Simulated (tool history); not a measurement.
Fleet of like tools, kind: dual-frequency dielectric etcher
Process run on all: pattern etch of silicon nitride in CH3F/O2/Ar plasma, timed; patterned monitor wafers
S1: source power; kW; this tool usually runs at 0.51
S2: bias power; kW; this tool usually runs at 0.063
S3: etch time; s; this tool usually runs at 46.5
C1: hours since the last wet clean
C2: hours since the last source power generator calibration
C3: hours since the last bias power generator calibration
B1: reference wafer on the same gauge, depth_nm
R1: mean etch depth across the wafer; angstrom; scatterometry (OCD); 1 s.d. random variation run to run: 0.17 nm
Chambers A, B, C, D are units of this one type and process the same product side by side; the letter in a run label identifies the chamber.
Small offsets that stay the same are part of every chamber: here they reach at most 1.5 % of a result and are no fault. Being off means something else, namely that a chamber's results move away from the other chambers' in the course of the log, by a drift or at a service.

run   hour    S1     S2    S3     C1      C2      C3      B1      R1
 1A    7.7  0.51  0.063  46.5  298.9  1010.3  1337.6  34.599  342.56
 2B   20.6  0.51  0.063  46.5  392.2   420.2  1407.6  34.586  342.69
 3C   34.7  0.51  0.063  46.5  288.8  1545.5    92.3  34.589  345.45
 4D     43  0.51  0.063  46.5  257.5     287   189.8  34.609  342.33
 5C     58  0.51  0.063  46.5  312.1  1568.8   115.6  34.614  346.62
 6B   72.7  0.51  0.063  46.5  444.3   472.3  1459.7  34.631   342.8
 7D     80  0.51  0.063  46.5  294.5     324   226.8  34.639  344.27
      86.9  -- chamber B: wet clean of the chamber
 8A   92.4  0.51  0.063  46.5  383.6    1095  1422.3  34.612  340.81
 9B  101.5  0.51  0.063  46.5   14.7   501.1  1488.5   34.59  342.59
10A  109.4  0.51  0.063  46.5  400.6    1112  1439.3  34.604  342.49
11C  121.9  0.51  0.063  46.5    376  1632.7   179.5   34.62  344.97
12D  130.2  0.51  0.063  46.5  344.7   374.2     277  34.603  345.47
13C  140.7  0.51  0.063  46.5  394.8  1651.5   198.3  34.575  344.98
14D    150  0.51  0.063  46.5  364.5     394   296.8   34.59  343.76
15B    157  0.51  0.063  46.5   70.2   556.6    1544  34.613  342.55
16A  166.5  0.51  0.063  46.5  457.7  1169.1  1496.4  34.589  341.55
     174.2  -- chamber C: wet clean of the chamber
17D  174.5  0.51  0.063  46.5    389   418.5   321.3   34.58  341.38
18B  183.1  0.51  0.063  46.5   96.3   582.7  1570.1  34.622  343.26
19A  193.1  0.51  0.063  46.5  484.3  1195.7    1523  34.598  342.55
20C  204.5  0.51  0.063  46.5   30.3  1715.3   262.1  34.566  344.38
21A  212.7  0.51  0.063  46.5  503.9  1215.3  1542.6  34.572  343.27
22C  224.2  0.51  0.063  46.5     50    1735   281.8  34.597  344.76
     229.2  -- chamber A: wet clean of the chamber
     229.9  -- chamber D: wet clean of the chamber
23B  236.4  0.51  0.069    58  149.6     636  1623.4  34.633  438.25
24D  244.5  0.51  0.069    58   14.6   488.5   391.3  34.594  444.78
25C  254.2  0.51  0.069    58     80    1765   311.8  34.596  446.03
26B  262.1  0.51  0.069    58  175.3   661.7  1649.1  34.581  441.17
27D  270.7  0.51  0.063  46.5   40.8   514.7   417.5  34.646  347.46
28A  280.7  0.51  0.063  46.5   51.6  1283.3  1610.6  34.567  342.44
29D  296.5  0.51  0.063  46.5   66.6   540.5   443.3  34.619  343.72
30A  303.6  0.51  0.063  46.5   74.5  1306.2  1633.5  34.617  342.28
31C  313.5  0.51  0.063  46.5  139.3  1824.3   371.1    34.6  344.93

Decide between three cases: one chamber stands off from its peers, the gauge reading all wafers drifts, or nothing is wrong past each chamber's small offset. Where a chamber is off, say which and what most likely put it there.

All chambers stay in line apart from their small fixed offsets, and the gauge does not drift.
